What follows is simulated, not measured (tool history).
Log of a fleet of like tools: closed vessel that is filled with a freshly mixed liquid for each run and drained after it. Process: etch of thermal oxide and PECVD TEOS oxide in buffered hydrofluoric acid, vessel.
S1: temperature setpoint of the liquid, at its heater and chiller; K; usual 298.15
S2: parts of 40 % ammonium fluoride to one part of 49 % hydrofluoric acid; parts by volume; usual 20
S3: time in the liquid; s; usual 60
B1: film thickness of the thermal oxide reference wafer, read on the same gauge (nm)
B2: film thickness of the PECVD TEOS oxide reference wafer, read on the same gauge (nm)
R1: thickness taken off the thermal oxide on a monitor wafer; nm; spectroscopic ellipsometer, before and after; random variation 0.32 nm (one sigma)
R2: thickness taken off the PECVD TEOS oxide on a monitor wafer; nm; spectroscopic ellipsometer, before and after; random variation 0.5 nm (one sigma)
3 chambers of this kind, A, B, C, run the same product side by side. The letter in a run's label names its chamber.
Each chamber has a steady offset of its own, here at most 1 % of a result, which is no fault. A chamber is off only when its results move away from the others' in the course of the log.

run   hour      S1    S2  S3      B1      B2      R1      R2
 1A    2.9  298.15    20  60  99.998  50.018  39.781  65.472
 2C    7.4  298.15    20  60  99.999   50.01  39.104  66.126
 3B   10.6  298.15    20  60  100.02  50.001  39.084  65.318
 4A   14.5  298.15    20  60  99.997  50.013  38.985  66.072
 5B   19.4  298.15    20  60  100.03  50.016  39.516  65.422
 6C   24.8  298.15    20  60  99.998  50.034  39.946  64.738
 7B   28.9  298.15    20  60  99.988  50.004  39.147  65.789
 8A   31.4  298.15    20  60  100.01  50.017  39.138  64.645
 9C   35.4  298.15    20  60  99.993  50.042  39.225  65.164
10A   38.8  298.15    20  60  99.992  50.009  39.633  65.674
11B   44.3  298.15    20  60  99.977  49.989  39.242  64.944
12C   48.2  298.15    20  60  100.01  50.011  40.135  63.879
13B   52.9  298.15    20  60  100.02      50  39.728  65.904
14A   57.1  301.65    25  60     100  50.006  41.059  68.359
15C   62.5  301.65    25  60  99.987  50.003  40.569   67.55
16C   67.3  301.65    25  60  100.01  49.993  41.239  68.895
17B     72  298.15    20  60  99.996  49.968  39.543  66.292
18A   74.5  298.15    20  60  100.01  49.969  38.937  64.656
19A   79.6  298.15    20  60  100.02  49.987  39.102  66.212
20B     85  298.15    20  60  99.981  50.014  39.055  65.475
21C   87.7  298.15    20  60  100.03  49.998  39.384  65.013
22B   90.7  298.15  12.5  35  99.995  49.972  36.698  61.691
23A   94.5  298.15  12.5  35  99.977  49.996  36.888    60.6
24C     98  298.15  12.5  35  99.996  49.995  36.913  60.511
25A  100.7  298.15    20  60  100.02  49.992  39.174  65.283
26B  104.6  298.15    20  60     100  50.035  39.219  65.024
27C  107.8  298.15    20  60  100.01  49.995   40.56  65.284
28C    113  298.15    20  50  99.989  50.018  33.035  53.809
29A  116.8  298.15    20  50  99.988  50.006  33.007  55.333
30B    120  298.15    20  50  100.02  49.994  33.023  54.291
31C  122.6  298.15    20  60  99.987  50.003  39.674   64.81
32A  126.1  300.15    20  60  100.01  50.019  44.499  72.805
33B  131.1  300.15    20  60     100  49.995  43.488   73.14
34A  133.5  300.15    20  60  100.01  50.005  43.425  72.598
35C    139  298.15    20  60  100.02  50.029  39.302  64.267
36B    142  298.15    20  60  99.982  49.965  39.669  65.487
37B  147.1  298.15    20  60  99.993  50.016  39.428  65.164
38A  152.3  298.15  25.5  60  100.01  49.987  33.713  55.259
39C  155.8  298.15  25.5  60     100   50.02  33.332   54.81
40A  160.6  298.15  25.5  60  99.998  49.995  33.437  55.268
41C  164.5  298.15    20  60  99.988  49.993  39.502  64.304

What goes on in this fleet: one chamber off, a drifting gauge, or nothing beyond the chambers' own small offsets? Name the chamber and the cause, if any.

No chamber stands off beyond its own small offset, and the gauge holds steady.
